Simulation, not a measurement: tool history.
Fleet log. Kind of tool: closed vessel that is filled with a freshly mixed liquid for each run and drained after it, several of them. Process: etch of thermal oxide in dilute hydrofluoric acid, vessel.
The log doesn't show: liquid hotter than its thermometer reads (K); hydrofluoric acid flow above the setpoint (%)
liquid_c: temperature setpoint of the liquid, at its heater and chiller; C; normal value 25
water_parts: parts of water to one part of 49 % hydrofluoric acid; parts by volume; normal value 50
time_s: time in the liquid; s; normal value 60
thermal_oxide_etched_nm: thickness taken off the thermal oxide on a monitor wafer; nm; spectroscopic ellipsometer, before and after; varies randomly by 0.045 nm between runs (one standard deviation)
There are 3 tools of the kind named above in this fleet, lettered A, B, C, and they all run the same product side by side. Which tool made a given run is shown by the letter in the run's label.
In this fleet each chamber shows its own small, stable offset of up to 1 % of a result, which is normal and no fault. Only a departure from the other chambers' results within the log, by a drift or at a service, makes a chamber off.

| run | hour | liquid_c | water_parts | time_s | hours since the thermometer was replaced | hours since the hydrofluoric acid flow meter was replaced | read-back film thickness of the thermal oxide reference wafer, read on the same gauge (nm) | thermal_oxide_etched_nm |
|---|---|---|---|---|---|---|---|---|
| 1C | 2.4 | 25 | 50 | 60 | 900.5 | 1082.4 | 90.005 | 6.2891 |
| 2A | 6.5 | 25 | 50 | 60 | 1173.6 | 36 | 89.997 | 6.3458 |
| 3B | 9.5 | 25 | 50 | 60 | 674.4 | 477.7 | 89.991 | 6.2662 |
| 4C | 12.9 | 25 | 50 | 60 | 911 | 1092.9 | 90.021 | 6.3431 |
| 5B | 17.8 | 25 | 50 | 60 | 682.7 | 486 | 90.006 | 6.3355 |
| 6A | 22 | 25 | 50 | 60 | 1189.1 | 51.5 | 89.989 | 6.3001 |
| 7B | 26.6 | 25 | 50 | 60 | 691.5 | 494.8 | 89.988 | 6.3884 |
| 8C | 31.2 | 25 | 50 | 60 | 929.3 | 1111.2 | 89.968 | 6.4167 |
| 9A | 33.9 | 25 | 50 | 60 | 1201 | 63.4 | 89.992 | 6.4295 |
| 10C | 36.5 | 25 | 50 | 60 | 934.6 | 1116.5 | 89.993 | 6.3621 |
| 11B | 38.8 | 25 | 50 | 60 | 703.7 | 507 | 90.003 | 6.3408 |
| 12A | 43 | 25 | 50 | 60 | 1210.1 | 72.5 | 89.996 | 6.4644 |
| 13A | 47.7 | 25 | 50 | 60 | 1214.8 | 77.2 | 90.003 | 6.4359 |
| 14C | 50.4 | 22.5 | 50 | 60 | 948.5 | 1130.4 | 89.976 | 5.7318 |
| 15B | 54.5 | 22.5 | 50 | 60 | 719.4 | 522.7 | 90.013 | 5.7322 |
|  | 56.5 | chamber C: hydrofluoric acid flow meter replaced |
| 16A | 58.4 | 22.5 | 50 | 60 | 1225.5 | 87.9 | 90.009 | 5.9018 |
| 17B | 62.4 | 25 | 50 | 60 | 727.3 | 530.6 | 89.98 | 6.2481 |
| 18C | 65.7 | 25 | 50 | 60 | 963.8 | 9.3 | 89.986 | 6.3053 |
| 19A | 69.6 | 25 | 50 | 60 | 1236.7 | 99.1 | 89.986 | 6.5176 |
| 20C | 72.1 | 25 | 50 | 60 | 970.2 | 15.7 | 89.994 | 6.3289 |
| 21B | 75.3 | 25 | 50 | 60 | 740.2 | 543.5 | 90.02 | 6.3029 |
| 22B | 79.5 | 25 | 50 | 80 | 744.4 | 547.7 | 90.004 | 8.3039 |
| 23A | 84.8 | 25 | 50 | 80 | 1251.9 | 114.3 | 90.012 | 8.8151 |
| 24C | 87.9 | 25 | 50 | 80 | 986 | 31.5 | 90.012 | 8.4887 |
| 25C | 91.5 | 25 | 50 | 60 | 989.6 | 35.1 | 89.996 | 6.365 |
| 26A | 96.7 | 25 | 50 | 60 | 1263.8 | 126.2 | 90.015 | 6.5813 |
| 27B | 100.9 | 25 | 50 | 60 | 765.8 | 569.1 | 90.008 | 6.3016 |
| 28B | 103.9 | 25 | 50 | 60 | 768.8 | 572.1 | 90.003 | 6.3536 |
| 29C | 108.2 | 25 | 50 | 60 | 1006.3 | 51.8 | 90.006 | 6.3042 |
| 30A | 112.2 | 25 | 50 | 60 | 1279.3 | 141.7 | 90.005 | 6.6988 |
| 31C | 116.5 | 25 | 50 | 60 | 1014.6 | 60.1 | 89.992 | 6.4495 |
| 32B | 119.3 | 25 | 50 | 60 | 784.2 | 587.5 | 90.034 | 6.2908 |
| 33A | 124.6 | 25 | 50 | 60 | 1291.7 | 154.1 | 90.004 | 6.7265 |
| 34C | 128.9 | 25 | 50 | 60 | 1027 | 72.5 | 90.021 | 6.3788 |
| 35A | 132.5 | 25 | 50 | 60 | 1299.6 | 162 | 89.979 | 6.7742 |
| 36B | 137.5 | 25 | 50 | 60 | 802.4 | 605.7 | 90.016 | 6.3039 |
| 37A | 140.2 | 25 | 50 | 60 | 1307.3 | 169.7 | 90.025 | 6.7416 |
| 38B | 145 | 25 | 50 | 60 | 809.9 | 613.2 | 89.988 | 6.317 |
| 39C | 148.2 | 25 | 25 | 60 | 1046.3 | 91.8 | 89.988 | 13.382 |
| 40B | 151.7 | 25 | 25 | 60 | 816.6 | 619.9 | 89.986 | 12.851 |
| 41A | 156.2 | 25 | 25 | 60 | 1323.3 | 185.7 | 89.995 | 14.268 |
| 42C | 161.4 | 25 | 50 | 60 | 1059.5 | 105 | 89.986 | 6.4116 |
| 43A | 165.7 | 25 | 50 | 85 | 1332.8 | 195.2 | 90.016 | 9.8273 |
| 44C | 170.1 | 25 | 50 | 85 | 1068.2 | 113.7 | 89.99 | 9.0296 |

Has any chamber moved away from the others, gradually or after a service, or does the common gauge drift, or do the chambers differ only by their own small steady offsets? State the chamber and the most likely cause if one applies.

One chamber, A, drifts off from the rest bit by bit.
Cause: liquid hotter than its thermometer reads (K) = 2.1.
With only this log, it may be confused with: hydrofluoric acid flow above the setpoint (%).

Here are 4 candidates for chamber A's next run, each the usual settings with a change, their results left as question marks. Which one brings its results back in line with what the others give on the usual settings?
In line means no further than this from the other chambers' mean on the usual settings: thermal_oxide_etched_nm 0.16 nm
| 45A-1 | 174 | 25 | 50 | 55 |  |  |  | ? |
| 45A-2 | 174 | 27.5 | 50 | 60 |  |  |  | ? |
| 45A-3 | 174 | 26 | 50 | 60 |  |  |  | ? |
| 45A-4 | 174 | 24 | 50 | 60 |  |  |  | ? |

The mean the other chambers reach with the usual settings: thermal_oxide_etched_nm 6.325 nm
| run | thermal_oxide_etched_nm |
|---|---|
| 45A-1 | 6.3678 |
| 45A-2 | 7.6666 |
| 45A-3 | 7.2273 |
| 45A-4 | 6.6749 |
45A-1 brings the chamber back in line.
